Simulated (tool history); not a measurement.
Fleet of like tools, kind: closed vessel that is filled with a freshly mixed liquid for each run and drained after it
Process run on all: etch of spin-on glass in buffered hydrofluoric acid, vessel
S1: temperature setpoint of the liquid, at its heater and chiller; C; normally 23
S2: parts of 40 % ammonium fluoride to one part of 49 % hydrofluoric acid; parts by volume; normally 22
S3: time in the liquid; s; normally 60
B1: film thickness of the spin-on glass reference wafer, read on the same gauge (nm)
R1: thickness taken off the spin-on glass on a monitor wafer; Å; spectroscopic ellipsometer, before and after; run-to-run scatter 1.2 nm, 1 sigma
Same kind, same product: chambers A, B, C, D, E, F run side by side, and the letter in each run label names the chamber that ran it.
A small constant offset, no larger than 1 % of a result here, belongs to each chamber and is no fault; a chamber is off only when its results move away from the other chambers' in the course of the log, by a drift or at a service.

run   hour    S1    S2  S3      B1      R1
 1A   11.3    23    22  60     110  1371.3
 2D   21.6    23    22  60  109.96  1363.7
 3F   29.3    23    22  60  109.98  1356.2
      30.2  -- chamber C: hydrofluoric acid flow meter replaced
      35.9  -- chamber F: hydrofluoric acid flow meter replaced
 4B   38.4    23    22  60  109.99  1347.8
 5E     47    21    22  60  109.99  1236.6
 6C   54.6    21    22  60  110.02    1208
 7F   61.5    21    22  60  110.02  1212.7
 8B   70.4    21    22  60     110  1225.6
 9C     77    21    22  60  109.99  1244.1
10A   82.5    21    22  60  110.01  1220.7
11E   90.5    23    22  60  109.96  1389.3
12D   97.2    23    22  60  109.98  1368.1
13F  108.6    23    22  60  109.99  1363.3
       118  -- chamber A: hydrofluoric acid flow meter replaced
14A  120.1  18.5    22  60     110  1062.3
       123  -- chamber F: thermometer replaced
15C  127.9  18.5    22  60     110  1051.2
16D    134  18.5    22  60  109.97  1054.2
17B  141.9  18.5    22  60  109.99    1072
18E  150.5  18.5    22  60  110.01    1083
       157  -- chamber E: hydrofluoric acid flow meter replaced
19F    160  18.5    22  60  109.97  1055.8
20D  166.1    23    22  60  109.99  1359.6
21B    175    23    22  60  110.02  1376.1
22A    186    23    22  60  110.02  1363.1
23C  193.4    23    22  60  110.02  1394.8
24E  201.2    23    22  60     110  1363.9
25D  209.2    23    22  60  110.02    1359
26B  219.3    23    22  60  109.99  1373.1
27E  227.7    23    22  60  110.02  1366.6
28A  237.5    23    22  60  109.98  1357.7
29C  246.7    23    22  60  109.99  1431.3
     247.5  -- chamber B: thermometer replaced
30F  252.1    23    22  60  110.01  1357.4
31D  258.6    23    22  60  109.98  1336.5
32A  269.5    23    22  60  110.01  1377.6
33E  274.6    23  25.5  60  109.98  1230.7
34F  283.9    23  25.5  60  110.03  1215.8
35B  289.7    23  25.5  60  110.02  1214.6
36C  300.5    23  25.5  60     110  1328.8
37B  311.7    23  25.5  60  109.99  1229.8
38C  322.3    23  25.5  60  109.97  1347.5

Is one chamber off against the others, does the gauge drift, or is nothing wrong? If a chamber is off, say which, and what the likeliest cause is.

Chamber C drifts away from the others.
Most likely cause: liquid hotter than its thermometer reads (K) = 1.62.
The log may not separate it from: hydrofluoric acid flow above the setpoint (%).

Here are 4 candidates for chamber C's next run, each the usual settings with a change, their results left as question marks. Which one brings its results back in line with what the others give on the usual settings?
To be in line, a result may differ from the other chambers' mean on the usual settings by at most: R1 41 Å
39C-1  330.7    23  21.5  65       ?
39C-2  330.7  22.5    23  55       ?
39C-3  330.7    23    22  55       ?
39C-4  330.7  23.5    21  65       ?

Usual-settings mean across the other chambers: R1 1363 Å
  run      R1
39C-1    1641
39C-2  1289.6
39C-3  1366.9
39C-4  1713.7
39C-3 is the one that brings the chamber's results back in line with the other chambers.
